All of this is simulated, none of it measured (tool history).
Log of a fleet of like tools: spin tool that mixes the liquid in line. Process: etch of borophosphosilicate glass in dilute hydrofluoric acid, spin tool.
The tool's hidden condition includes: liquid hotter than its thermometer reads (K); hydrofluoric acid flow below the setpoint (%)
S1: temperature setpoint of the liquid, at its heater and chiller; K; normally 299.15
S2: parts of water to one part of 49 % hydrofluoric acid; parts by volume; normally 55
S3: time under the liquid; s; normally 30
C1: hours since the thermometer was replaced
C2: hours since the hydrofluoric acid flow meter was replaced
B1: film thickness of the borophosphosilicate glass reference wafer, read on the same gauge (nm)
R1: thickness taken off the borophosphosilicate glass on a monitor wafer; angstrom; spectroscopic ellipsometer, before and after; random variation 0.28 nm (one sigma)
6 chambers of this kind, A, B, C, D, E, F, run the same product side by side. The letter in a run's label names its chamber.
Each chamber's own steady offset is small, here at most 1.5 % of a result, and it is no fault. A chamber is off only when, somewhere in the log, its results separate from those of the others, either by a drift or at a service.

run 1C hour=7.7 | S1=299.15 S2=55 S3=30 | C1=1083.9 C2=423.2 | B1=50.03 | R1=383.35
run 2D hour=12.6 | S1=299.15 S2=55 S3=30 | C1=1271.5 C2=183 | B1=50.002 | R1=374.81
run 3F hour=17.4 | S1=299.15 S2=55 S3=30 | C1=621.1 C2=256.8 | B1=50.002 | R1=375.5
run 4A hour=24.9 | S1=299.15 S2=55 S3=30 | C1=223 C2=577.1 | B1=50.003 | R1=385.16
run 5E hour=31.8 | S1=299.15 S2=55 S3=30 | C1=59.6 C2=669 | B1=49.999 | R1=376.89
run 6B hour=39.5 | S1=299.15 S2=55 S3=30 | C1=2677 C2=225.7 | B1=49.985 | R1=387.38
run 7A hour=46 | S1=299.15 S2=55 S3=15 | C1=244.1 C2=598.2 | B1=49.993 | R1=192.54
run 8C hour=50.2 | S1=299.15 S2=55 S3=15 | C1=1126.4 C2=465.7 | B1=49.994 | R1=189.47
run 9F hour=57 | S1=299.15 S2=55 S3=15 | C1=660.7 C2=296.4 | B1=49.993 | R1=191.48
run 10D hour=61.8 | S1=299.15 S2=55 S3=15 | C1=1320.7 C2=232.2 | B1=49.985 | R1=189.65
run 11B hour=70.3 | S1=299.15 S2=55 S3=15 | C1=2707.8 C2=256.5 | B1=49.978 | R1=191.23
run 12E hour=74.9 | S1=299.15 S2=55 S3=15 | C1=102.7 C2=712.1 | B1=50.019 | R1=186.39
run 13D hour=79.7 | S1=299.15 S2=55 S3=30 | C1=1338.6 C2=250.1 | B1=49.991 | R1=378.15
run 14B hour=86 | S1=299.15 S2=55 S3=30 | C1=2723.5 C2=272.2 | B1=50.002 | R1=382.34
run 15F hour=91.1 | S1=299.15 S2=55 S3=30 | C1=694.8 C2=330.5 | B1=50.024 | R1=384.82
run 16E hour=95.7 | S1=299.15 S2=55 S3=30 | C1=123.5 C2=732.9 | B1=50.02 | R1=379.37
run 17C hour=100.2 | S1=303.65 S2=55 S3=40 | C1=1176.4 C2=515.7 | B1=49.999 | R1=601.48
run 18A hour=106.2 | S1=303.65 S2=55 S3=40 | C1=304.3 C2=658.4 | B1=50.011 | R1=608.85
run 19B hour=112.8 | S1=303.65 S2=55 S3=40 | C1=2750.3 C2=299 | B1=50.005 | R1=599.13
run 20E hour=120.2 | S1=303.65 S2=55 S3=40 | C1=148 C2=757.4 | B1=50.009 | R1=603.81
run 21C hour=128.3 | S1=303.65 S2=55 S3=40 | C1=1204.5 C2=543.8 | B1=49.998 | R1=603.99
run 22A hour=133.1 | S1=303.65 S2=55 S3=40 | C1=331.2 C2=685.3 | B1=50.024 | R1=616.26
run 23D hour=141.1 | S1=302.65 S2=55 S3=35 | C1=1400 C2=311.5 | B1=50.024 | R1=504.46
run 24F hour=145.7 | S1=302.65 S2=55 S3=35 | C1=749.4 C2=385.1 | B1=50.001 | R1=496
run 25A hour=150.5 | S1=302.65 S2=55 S3=35 | C1=348.6 C2=702.7 | B1=50.015 | R1=512.87
run 26E hour=158 | S1=302.65 S2=55 S3=35 | C1=185.8 C2=795.2 | B1=50 | R1=504.53
run 27C hour=164.1 | S1=302.65 S2=55 S3=35 | C1=1240.3 C2=579.6 | B1=50.013 | R1=504.77
run 28D hour=170.7 | S1=302.65 S2=55 S3=35 | C1=1429.6 C2=341.1 | B1=49.975 | R1=501.16
run 29F hour=177.7 | S1=299.15 S2=55 S3=30 | C1=781.4 C2=417.1 | B1=49.976 | R1=365.3
run 30B hour=183 | S1=299.15 S2=55 S3=30 | C1=2820.5 C2=369.2 | B1=49.997 | R1=388.37
-- hour=190 chamber B: thermometer replaced
run 31A hour=191.8 | S1=299.15 S2=55 S3=30 | C1=389.9 C2=744 | B1=49.958 | R1=388.26
run 32B hour=197.5 | S1=299.15 S2=55 S3=30 | C1=7.6 C2=383.7 | B1=49.965 | R1=377.48
run 33F hour=205.8 | S1=299.15 S2=55 S3=30 | C1=809.5 C2=445.2 | B1=49.996 | R1=358.65
run 34D hour=210 | S1=299.15 S2=55 S3=30 | C1=1468.9 C2=380.4 | B1=49.986 | R1=375.15
run 35C hour=217.6 | S1=301.15 S2=55 S3=30 | C1=1293.8 C2=633.1 | B1=49.998 | R1=412.21
run 36E hour=222.6 | S1=301.15 S2=55 S3=30 | C1=250.4 C2=859.8 | B1=49.996 | R1=405.61

All 6 chambers run these settings next. Forecast each chamber's results:
run 37A hour=229.1 | S1=299.15 S2=55 S3=30 | R1=?
run 37B hour=229.1 | S1=299.15 S2=55 S3=30 | R1=?
run 37C hour=229.1 | S1=299.15 S2=55 S3=30 | R1=?
run 37D hour=229.1 | S1=299.15 S2=55 S3=30 | R1=?
run 37E hour=229.1 | S1=299.15 S2=55 S3=30 | R1=?
run 37F hour=229.1 | S1=299.15 S2=55 S3=30 | R1=?

run=37A R1=373.96
run=37B R1=380.03
run=37C R1=376.36
run=37D R1=380.04
run=37E R1=375.76
run=37F R1=353.5
